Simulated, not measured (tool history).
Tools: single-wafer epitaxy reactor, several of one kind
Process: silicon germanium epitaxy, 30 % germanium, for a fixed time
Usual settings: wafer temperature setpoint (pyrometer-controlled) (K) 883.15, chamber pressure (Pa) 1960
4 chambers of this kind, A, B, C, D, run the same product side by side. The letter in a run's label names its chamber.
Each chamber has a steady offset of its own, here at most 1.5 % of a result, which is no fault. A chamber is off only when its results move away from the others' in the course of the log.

run	hour	wafer temperature setpoint (pyrometer-controlled) (K)	chamber pressure (Pa)	read-back reference wafer on the same gauge, thickness_nm	mean film thickness on the monitor wafer (nm)
1B	2.2	883.15	1960	58.990	62.326
2D	5.2	883.15	1960	59.012	62.413
3C	8.4	883.15	1960	58.997	63.620
4A	11.5	883.15	1960	59.064	63.027
# hour 13.5: chamber A: pyrometer calibrated
5D	14.0	883.15	1960	58.989	62.352
6A	16.4	883.15	1960	58.964	62.755
7B	19.3	883.15	1520	58.979	56.970
8C	22.6	883.15	1520	58.969	57.729
9A	26.1	883.15	1520	59.059	56.928
10B	29.3	883.15	1520	59.027	56.811
11D	32.9	883.15	1960	59.091	62.535
12C	35.9	883.15	1960	59.029	63.215
13D	38.8	883.15	1960	58.984	62.517
14B	41.0	874.15	1773	59.042	51.267
15A	43.6	874.15	1773	58.942	51.348
16C	46.7	874.15	1773	58.955	52.201
17C	51.1	874.15	1773	58.983	51.959
18D	53.4	883.15	1960	59.007	63.326
19B	57.6	883.15	1960	59.008	62.750
20A	60.5	883.15	1960	58.985	63.182
21B	63.8	883.15	1960	59.000	62.561
22A	68.2	883.15	1960	59.012	63.094
23C	71.8	869.15	1960	59.050	49.325
24D	75.3	869.15	1960	58.970	49.235
25A	78.8	869.15	1960	59.028	48.580
26C	82.7	869.15	1960	59.010	49.145
27B	86.0	883.15	1960	58.982	63.020
28D	88.5	883.15	1960	59.023	64.340
29D	92.7	883.15	1960	58.965	63.750
30C	96.4	883.15	1960	59.026	63.378
31B	100.1	883.15	1960	59.011	63.061

What goes on in this fleet: one chamber off, a drifting gauge, or nothing beyond the chambers' own small offsets? Name the chamber and the cause, if any.

Chamber D drifts away from the others.
Cause: true pressure above the setpoint (%) = 6.99.
The log may not tell that from: wafer temperature above the value expected at the setpoint (K).

Here are 4 candidates for chamber D's next run, each the usual settings with a change, their results left as question marks. Which one brings its results back in line with what the others give on the usual settings?
In line means no further than this from the other chambers' mean on the usual settings: mean film thickness on the monitor wafer (nm) 0.760
32D-1	103.3	881.15	1933		?
32D-2	103.3	883.15	2146		?
32D-3	103.3	882.15	1947		?
32D-4	103.3	884.15	1973		?

The other chambers' mean on the usual settings: mean film thickness on the monitor wafer (nm) 63.029
run	mean film thickness on the monitor wafer (nm)
32D-1	61.494
32D-2	66.472
32D-3	62.784
32D-4	65.433
32D-3 brings the chamber back in line.

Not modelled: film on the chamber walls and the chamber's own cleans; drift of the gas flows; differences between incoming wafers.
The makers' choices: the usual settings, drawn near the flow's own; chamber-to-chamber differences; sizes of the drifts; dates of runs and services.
